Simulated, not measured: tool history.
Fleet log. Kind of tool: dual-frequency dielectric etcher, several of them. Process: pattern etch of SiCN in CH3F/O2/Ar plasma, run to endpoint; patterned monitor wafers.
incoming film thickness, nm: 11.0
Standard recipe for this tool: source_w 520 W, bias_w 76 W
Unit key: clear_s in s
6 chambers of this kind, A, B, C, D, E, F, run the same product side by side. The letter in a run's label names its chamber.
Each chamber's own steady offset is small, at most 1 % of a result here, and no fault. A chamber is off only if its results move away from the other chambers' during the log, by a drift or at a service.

run   hour  source_w  bias_w  hours since the last wet clean  hours since the last source power generator calibration  hours since the last bias power generator calibration  clear_s
 1E    9.3       520      76                           433.5                                                     61.9                                                 1428.3   25.964
 2B   16.5       520      76                           235.1                                                     2024                                                 1000.8   26.264
 3F   21.6       520      76                           132.5                                                   2055.2                                                 2063.1   25.814
 4D   31.1       520      76                             378                                                   2942.4                                                 3029.2   25.621
      36.3  -- chamber F: source power generator calibrated
        38  -- chamber D: source power generator calibrated
 5A   41.3       520      76                           494.6                                                   1225.8                                                  248.5   25.966
 6C   50.7       520      76                           339.3                                                    286.9                                                 1406.6   26.091
      51.6  -- chamber E: wet clean of the chamber
 7D   57.5       400      66                           404.4                                                     19.6                                                 3055.6   29.926
 8A   67.8       400      66                           521.1                                                   1252.3                                                    275   30.461
      76.6  -- chamber A: wet clean of the chamber
 9B   77.1       400      66                           295.7                                                   2084.6                                                 1061.4   30.236
10E   85.5       400      66                              34                                                    138.1                                                 1504.5   30.057
11C     91       400      66                           379.6                                                    327.2                                                 1446.9   30.109
      95.9  -- chamber D: bias power generator calibrated
12F   99.9       400      66                           210.8                                                     63.7                                                 2141.4   29.979
13C  105.6       520      76                           394.2                                                    341.8                                                 1461.5   25.849
14E  111.2       520      76                            59.7                                                    163.8                                                 1530.2   26.049
15B  116.4       520      76                             335                                                   2123.9                                                 1100.7   26.202
16D  124.1       520      76                             471                                                     86.2                                                   28.2   25.886
17A  129.7       520      76                            53.1                                                   1314.2                                                  336.9   25.922
18F  135.8       520      76                           246.7                                                     99.6                                                 2177.3    26.05
19C  144.8       520      76                           433.4                                                      381                                                 1500.7   25.972
     151.1  -- chamber D: wet clean of the chamber
20E  153.2       520      76                           101.7                                                    205.8                                                 1572.2   26.248
21F  159.4       520      76                           270.3                                                    123.2                                                 2200.9   25.704
22A  166.2       520      76                            89.6                                                   1350.7                                                  373.4   26.014
23B  173.1       610      63                           391.7                                                   2180.6                                                 1157.4   26.184
24D  181.3       610      63                            30.2                                                    143.4                                                   85.4   25.905
25A  186.9       610      63                           110.3                                                   1371.4                                                  394.1   26.385
26B  197.6       610      63                           416.2                                                   2205.1                                                 1181.9   26.142
27F  206.8       610      63                           317.7                                                    170.6                                                 2248.3   26.045
28D  212.4       610      63                            61.3                                                    174.5                                                  116.5   25.837
     214.3  -- chamber F: bias power generator calibrated
29C    223       520      76                           511.6                                                    459.2                                                 1578.9   25.879
30E  233.4       520      76                           181.9                                                      286                                                 1652.4   26.257
31D  238.9       520      76                            87.8                                                      201                                                    143   25.604
       244  -- chamber B: source power generator calibrated
32B  248.1       580      76                           466.7                                                      4.1                                                 1232.4   24.895
     250.6  -- chamber B: wet clean of the chamber
33A  258.6       580      76                             182                                                   1443.1                                                  465.8   24.989
34E  264.3       580      76                           212.8                                                    316.9                                                 1683.3   25.018
35C    272       580      76                           560.6                                                    508.2                                                 1627.9   24.993
36F  281.1       580      76                             392                                                    244.9                                                   66.8   24.973
37B  289.9       580      76                            39.4                                                     45.9                                                 1274.2   25.031
38A  299.4       520      76                           222.8                                                   1483.9                                                  506.6   26.185
39F  304.8       520      76                           415.7                                                    268.6                                                   90.5   25.996

Does one chamber stand apart from the rest, does the shared gauge drift, or is all well apart from small per-chamber offsets? Give the chamber and the most likely cause, where there is one.

The fleet is healthy, with each chamber sitting at its usual small offset and no drift in the gauge.

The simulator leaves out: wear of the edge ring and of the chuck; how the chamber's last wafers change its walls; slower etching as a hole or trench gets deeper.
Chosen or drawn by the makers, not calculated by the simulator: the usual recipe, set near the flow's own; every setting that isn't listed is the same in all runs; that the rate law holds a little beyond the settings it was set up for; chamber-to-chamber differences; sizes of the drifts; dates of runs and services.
